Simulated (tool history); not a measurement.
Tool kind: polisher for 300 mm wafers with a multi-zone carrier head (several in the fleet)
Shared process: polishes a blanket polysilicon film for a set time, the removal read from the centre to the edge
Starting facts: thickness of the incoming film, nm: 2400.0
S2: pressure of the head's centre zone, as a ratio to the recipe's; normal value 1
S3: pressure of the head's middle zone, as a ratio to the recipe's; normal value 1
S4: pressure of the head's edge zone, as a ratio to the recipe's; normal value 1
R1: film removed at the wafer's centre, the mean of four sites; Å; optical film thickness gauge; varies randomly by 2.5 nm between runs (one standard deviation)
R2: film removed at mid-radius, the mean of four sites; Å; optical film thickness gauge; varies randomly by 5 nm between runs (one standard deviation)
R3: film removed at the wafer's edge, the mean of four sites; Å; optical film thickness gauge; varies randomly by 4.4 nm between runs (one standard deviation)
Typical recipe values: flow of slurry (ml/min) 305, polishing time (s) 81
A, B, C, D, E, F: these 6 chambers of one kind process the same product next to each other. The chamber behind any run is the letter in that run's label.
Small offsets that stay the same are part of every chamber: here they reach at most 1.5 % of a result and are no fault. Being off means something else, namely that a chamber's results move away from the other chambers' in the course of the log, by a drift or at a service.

run 1D hour=14.1 | flow_of_slurry_(ml/min)=305 S2=1 S3=1 S4=1 polishing_time_(s)=81 | R1=3708.7 R2=3646.3 R3=3686.5
-- hour=15.5 chamber E: centre zone pressure recalibrated
-- hour=17.4 chamber E: worn pad replaced by a new one
run 2E hour=21.6 | flow_of_slurry_(ml/min)=305 S2=1 S3=1 S4=1 polishing_time_(s)=81 | R1=3665.9 R2=3741.4 R3=3744.1
-- hour=23.3 chamber F: centre zone pressure recalibrated
run 3A hour=29.3 | flow_of_slurry_(ml/min)=305 S2=1 S3=1 S4=1 polishing_time_(s)=81 | R1=3629.5 R2=3763.8 R3=3626.6
-- hour=33.5 chamber B: edge zone pressure recalibrated
run 4F hour=38.1 | flow_of_slurry_(ml/min)=305 S2=1 S3=1 S4=1 polishing_time_(s)=81 | R1=3649.8 R2=3635.6 R3=3690.8
run 5B hour=47.8 | flow_of_slurry_(ml/min)=305 S2=1 S3=1 S4=1 polishing_time_(s)=81 | R1=3621.4 R2=3685.6 R3=3731.9
-- hour=50.7 chamber A: slurry nozzle cleaned
run 6C hour=55.6 | flow_of_slurry_(ml/min)=305 S2=1 S3=1 S4=1 polishing_time_(s)=81 | R1=3603.4 R2=3720.9 R3=3664
-- hour=62 chamber A: worn pad replaced by a new one
-- hour=70.1 chamber C: worn pad replaced by a new one
run 7C hour=70.7 | flow_of_slurry_(ml/min)=305 S2=1 S3=1 S4=1 polishing_time_(s)=81 | R1=3640.9 R2=3653.9 R3=3678.4
-- hour=77.2 chamber D: worn pad replaced by a new one
run 8F hour=82.8 | flow_of_slurry_(ml/min)=305 S2=1 S3=1 S4=1 polishing_time_(s)=81 | R1=3654 R2=3785.3 R3=3728.3
run 9B hour=92.1 | flow_of_slurry_(ml/min)=305 S2=1 S3=1 S4=1 polishing_time_(s)=81 | R1=3630.1 R2=3625.1 R3=3666.7
run 10E hour=100 | flow_of_slurry_(ml/min)=305 S2=1 S3=1 S4=1 polishing_time_(s)=81 | R1=3639.4 R2=3783.5 R3=3668.1
run 11A hour=111.8 | flow_of_slurry_(ml/min)=305 S2=1 S3=1 S4=1 polishing_time_(s)=81 | R1=3619.5 R2=3611.9 R3=3628.8
-- hour=120.1 chamber E: edge zone pressure recalibrated
run 12D hour=120.6 | flow_of_slurry_(ml/min)=305 S2=1 S3=1 S4=1 polishing_time_(s)=81 | R1=3679.9 R2=3614 R3=3635.7
run 13A hour=129.8 | flow_of_slurry_(ml/min)=305 S2=1 S3=1 S4=1 polishing_time_(s)=81 | R1=3637.4 R2=3744.4 R3=3681.7
-- hour=138.3 chamber E: worn pad replaced by a new one
run 14E hour=141.5 | flow_of_slurry_(ml/min)=305 S2=1 S3=1 S4=1.11 polishing_time_(s)=81 | R1=3634.8 R2=3707.5 R3=3902.2
run 15D hour=148.2 | flow_of_slurry_(ml/min)=305 S2=1 S3=1 S4=1.11 polishing_time_(s)=81 | R1=3689.9 R2=3636.5 R3=3937.4
-- hour=156.1 chamber F: worn pad replaced by a new one
-- hour=158.4 chamber A: worn pad replaced by a new one
-- hour=158.5 chamber A: edge zone pressure recalibrated
run 16C hour=159.4 | flow_of_slurry_(ml/min)=305 S2=1 S3=1 S4=1.11 polishing_time_(s)=81 | R1=3627.6 R2=3730.4 R3=3889.5
-- hour=160 chamber D: worn pad replaced by a new one
run 17B hour=169.1 | flow_of_slurry_(ml/min)=305 S2=1 S3=1 S4=1.11 polishing_time_(s)=81 | R1=3644.1 R2=3804.6 R3=3849.7
-- hour=174.2 chamber B: worn pad replaced by a new one
run 18F hour=177.2 | flow_of_slurry_(ml/min)=305 S2=1 S3=1 S4=1.11 polishing_time_(s)=81 | R1=3622 R2=3683.8 R3=3886.5
run 19C hour=190 | flow_of_slurry_(ml/min)=305 S2=1 S3=1 S4=1.11 polishing_time_(s)=81 | R1=3594.1 R2=3628.2 R3=3958.5
run 20D hour=201.7 | flow_of_slurry_(ml/min)=265 S2=1 S3=1.11 S4=1 polishing_time_(s)=81 | R1=3609.8 R2=3918 R3=3640.6
-- hour=210.7 chamber D: slurry nozzle cleaned
run 21E hour=216.6 | flow_of_slurry_(ml/min)=265 S2=1 S3=1.11 S4=1 polishing_time_(s)=81 | R1=3586.5 R2=3898.3 R3=3714.4
-- hour=222.6 chamber C: worn pad replaced by a new one
run 22B hour=224.5 | flow_of_slurry_(ml/min)=265 S2=1 S3=1.11 S4=1 polishing_time_(s)=81 | R1=3592.1 R2=4096.8 R3=3681.9
run 23A hour=231.6 | flow_of_slurry_(ml/min)=265 S2=1 S3=1.11 S4=1 polishing_time_(s)=81 | R1=3634.7 R2=3983.9 R3=3535.8
run 24F hour=245.2 | flow_of_slurry_(ml/min)=265 S2=1 S3=1.11 S4=1 polishing_time_(s)=81 | R1=3636.1 R2=3949.9 R3=3589.9
-- hour=255.4 chamber E: worn pad replaced by a new one
run 25B hour=258.5 | flow_of_slurry_(ml/min)=265 S2=1 S3=1.11 S4=1 polishing_time_(s)=81 | R1=3553.1 R2=4055.4 R3=3638.2
-- hour=261.1 chamber D: worn pad replaced by a new one
-- hour=269.6 chamber E: slurry nozzle cleaned
-- hour=270.6 chamber A: worn pad replaced by a new one
run 26E hour=272.3 | flow_of_slurry_(ml/min)=305 S2=1 S3=1 S4=1 polishing_time_(s)=81 | R1=3598.7 R2=3716.4 R3=3568.3
run 27F hour=280.3 | flow_of_slurry_(ml/min)=305 S2=1 S3=1 S4=1 polishing_time_(s)=81 | R1=3661.7 R2=3668.2 R3=3714.7
run 28C hour=292.9 | flow_of_slurry_(ml/min)=380 S2=1 S3=0.9 S4=1 polishing_time_(s)=81 | R1=3670.7 R2=3462 R3=3702.5
run 29A hour=300.7 | flow_of_slurry_(ml/min)=380 S2=1 S3=0.9 S4=1 polishing_time_(s)=81 | R1=3726.7 R2=3344 R3=3713.7
-- hour=302.6 chamber C: slurry nozzle cleaned
run 30D hour=312.2 | flow_of_slurry_(ml/min)=380 S2=1 S3=0.9 S4=1 polishing_time_(s)=81 | R1=3766.4 R2=3404.8 R3=3672.3
-- hour=313.3 chamber C: centre zone pressure recalibrated
-- hour=313.5 chamber F: slurry nozzle cleaned
run 31C hour=319.8 | flow_of_slurry_(ml/min)=380 S2=1 S3=0.9 S4=1 polishing_time_(s)=81 | R1=3738.5 R2=3369.2 R3=3711.1
run 32B hour=326.9 | flow_of_slurry_(ml/min)=380 S2=1 S3=0.9 S4=1 polishing_time_(s)=81 | R1=3722.7 R2=3507.8 R3=3744.7
-- hour=327.8 chamber A: slurry nozzle cleaned
run 33F hour=336.3 | flow_of_slurry_(ml/min)=380 S2=1 S3=0.9 S4=1 polishing_time_(s)=81 | R1=3731.2 R2=3525.7 R3=3769.7
-- hour=338.3 chamber F: worn pad replaced by a new one
run 34D hour=343.4 | flow_of_slurry_(ml/min)=305 S2=1 S3=1 S4=1 polishing_time_(s)=81 | R1=3713.2 R2=3566.8 R3=3716.5
-- hour=353.1 chamber D: worn pad replaced by a new one
-- hour=354.8 chamber E: worn pad replaced by a new one
run 35A hour=355.3 | flow_of_slurry_(ml/min)=305 S2=1 S3=1 S4=1 polishing_time_(s)=81 | R1=3682.5 R2=3658.4 R3=3695.6
run 36E hour=369.9 | flow_of_slurry_(ml/min)=305 S2=1 S3=1 S4=1 polishing_time_(s)=81 | R1=3661.6 R2=3662.2 R3=3722.4
-- hour=371.3 chamber D: centre zone pressure recalibrated
run 37C hour=384.6 | flow_of_slurry_(ml/min)=305 S2=1 S3=1 S4=1 polishing_time_(s)=81 | R1=3611.6 R2=3685.5 R3=3693.4
run 38E hour=395 | flow_of_slurry_(ml/min)=305 S2=1 S3=1 S4=1 polishing_time_(s)=81 | R1=3601.7 R2=3834.6 R3=3712.6
run 39D hour=401.9 | flow_of_slurry_(ml/min)=305 S2=1 S3=1 S4=1 polishing_time_(s)=81 | R1=3676.1 R2=3618 R3=3744.4
run 40F hour=416.4 | flow_of_slurry_(ml/min)=305 S2=1 S3=1 S4=1 polishing_time_(s)=81 | R1=3678.3 R2=3714.9 R3=3763.1

Has any chamber moved away from the others, gradually or after a service, or does the common gauge drift, or do the chambers differ only by their own small steady offsets? State the chamber and the most likely cause if one applies.

No chamber is off and the gauge is stable; the differences are just each chamber's small, constant offset.
